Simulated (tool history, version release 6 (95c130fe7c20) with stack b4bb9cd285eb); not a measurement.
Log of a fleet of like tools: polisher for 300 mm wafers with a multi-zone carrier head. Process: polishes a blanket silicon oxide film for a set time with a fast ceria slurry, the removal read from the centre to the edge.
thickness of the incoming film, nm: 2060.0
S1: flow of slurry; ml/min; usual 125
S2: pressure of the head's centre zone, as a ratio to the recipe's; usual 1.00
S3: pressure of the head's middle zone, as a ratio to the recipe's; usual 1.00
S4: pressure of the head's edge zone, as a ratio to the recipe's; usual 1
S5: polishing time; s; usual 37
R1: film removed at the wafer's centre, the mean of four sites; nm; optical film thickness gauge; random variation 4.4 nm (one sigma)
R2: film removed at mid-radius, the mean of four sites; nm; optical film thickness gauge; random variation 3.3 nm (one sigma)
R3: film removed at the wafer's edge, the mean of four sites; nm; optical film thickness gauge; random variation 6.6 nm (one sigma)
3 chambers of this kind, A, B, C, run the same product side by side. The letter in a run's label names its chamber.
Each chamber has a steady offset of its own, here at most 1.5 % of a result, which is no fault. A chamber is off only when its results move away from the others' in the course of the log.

-- hour=6.3 chamber A: worn pad replaced by a new one
-- hour=6.8 chamber C: worn pad replaced by a new one
run 1B hour=7.7 | S1=125 S2=1.00 S3=1.00 S4=1 S5=37 | R1=449.70 R2=447.85 R3=442.62
run 2A hour=20.9 | S1=125 S2=1.00 S3=1.00 S4=1 S5=37 | R1=443.92 R2=440.92 R3=450.01
run 3C hour=32.4 | S1=125 S2=1.00 S3=1.00 S4=1 S5=37 | R1=452.50 R2=452.13 R3=442.80
run 4C hour=40.5 | S1=125 S2=1.00 S3=1.00 S4=1 S5=37 | R1=447.48 R2=445.38 R3=440.55
-- hour=44.7 chamber B: slurry nozzle cleaned
run 5B hour=48.0 | S1=125 S2=1.00 S3=1.00 S4=1 S5=37 | R1=452.51 R2=452.56 R3=439.45
run 6A hour=54.9 | S1=125 S2=1.00 S3=1.00 S4=1 S5=37 | R1=447.06 R2=438.88 R3=441.93
-- hour=58.6 chamber A: worn pad replaced by a new one
run 7B hour=65.9 | S1=125 S2=1.00 S3=1.00 S4=1 S5=37 | R1=448.55 R2=449.31 R3=459.23
run 8A hour=76.1 | S1=125 S2=1.00 S3=1.00 S4=1 S5=37 | R1=434.48 R2=441.97 R3=447.00
run 9C hour=85.3 | S1=105 S2=0.93 S3=1.00 S4=1 S5=37 | R1=399.17 R2=422.91 R3=420.53
-- hour=91.1 chamber C: worn pad replaced by a new one
run 10C hour=99.0 | S1=105 S2=0.93 S3=1.00 S4=1 S5=37 | R1=391.03 R2=431.73 R3=428.29
-- hour=103.9 chamber C: slurry nozzle cleaned
run 11A hour=108.8 | S1=105 S2=0.93 S3=1.00 S4=1 S5=37 | R1=383.61 R2=421.91 R3=434.51
-- hour=115.6 chamber A: worn pad replaced by a new one
run 12B hour=117.1 | S1=125 S2=1.00 S3=1.00 S4=1 S5=37 | R1=432.95 R2=431.80 R3=429.44
run 13B hour=126.8 | S1=125 S2=1.00 S3=1.00 S4=1 S5=37 | R1=430.27 R2=433.48 R3=430.51
run 14C hour=137.6 | S1=125 S2=1.00 S3=1.00 S4=1 S5=37 | R1=454.92 R2=448.85 R3=442.02
run 15A hour=145.3 | S1=160 S2=1.00 S3=1.00 S4=1 S5=37 | R1=465.10 R2=469.13 R3=469.23
run 16A hour=157.8 | S1=160 S2=1.00 S3=1.00 S4=1 S5=37 | R1=470.61 R2=460.59 R3=460.78
-- hour=162.0 chamber C: worn pad replaced by a new one
run 17C hour=171.9 | S1=160 S2=1.00 S3=1.00 S4=1 S5=37 | R1=468.02 R2=473.77 R3=456.34
-- hour=177.8 chamber A: worn pad replaced by a new one
run 18B hour=182.4 | S1=125 S2=1.00 S3=1.00 S4=1 S5=37 | R1=423.25 R2=407.94 R3=424.85
run 19A hour=193.9 | S1=125 S2=1.00 S3=1.06 S4=1 S5=37 | R1=438.43 R2=467.25 R3=452.82
run 20C hour=206.4 | S1=125 S2=1.00 S3=1.06 S4=1 S5=37 | R1=449.49 R2=475.56 R3=454.91
run 21B hour=214.6 | S1=125 S2=1.00 S3=1.06 S4=1 S5=37 | R1=404.16 R2=419.05 R3=404.51
-- hour=224.1 chamber C: centre zone pressure recalibrated
run 22C hour=226.8 | S1=125 S2=1.00 S3=1.00 S4=1 S5=37 | R1=452.44 R2=442.83 R3=431.78

All 3 chambers run these settings next. Forecast each chamber's results:
run 23A hour=237.0 | S1=160 S2=1.00 S3=1.00 S4=1 S5=37 | R1=? R2=? R3=?
run 23B hour=237.0 | S1=160 S2=1.00 S3=1.00 S4=1 S5=37 | R1=? R2=? R3=?
run 23C hour=237.0 | S1=160 S2=1.00 S3=1.00 S4=1 S5=37 | R1=? R2=? R3=?

run=23A R1=467.09 R2=454.45 R3=476.20
run=23B R1=418.63 R2=418.28 R3=418.24
run=23C R1=470.98 R2=474.41 R3=461.93
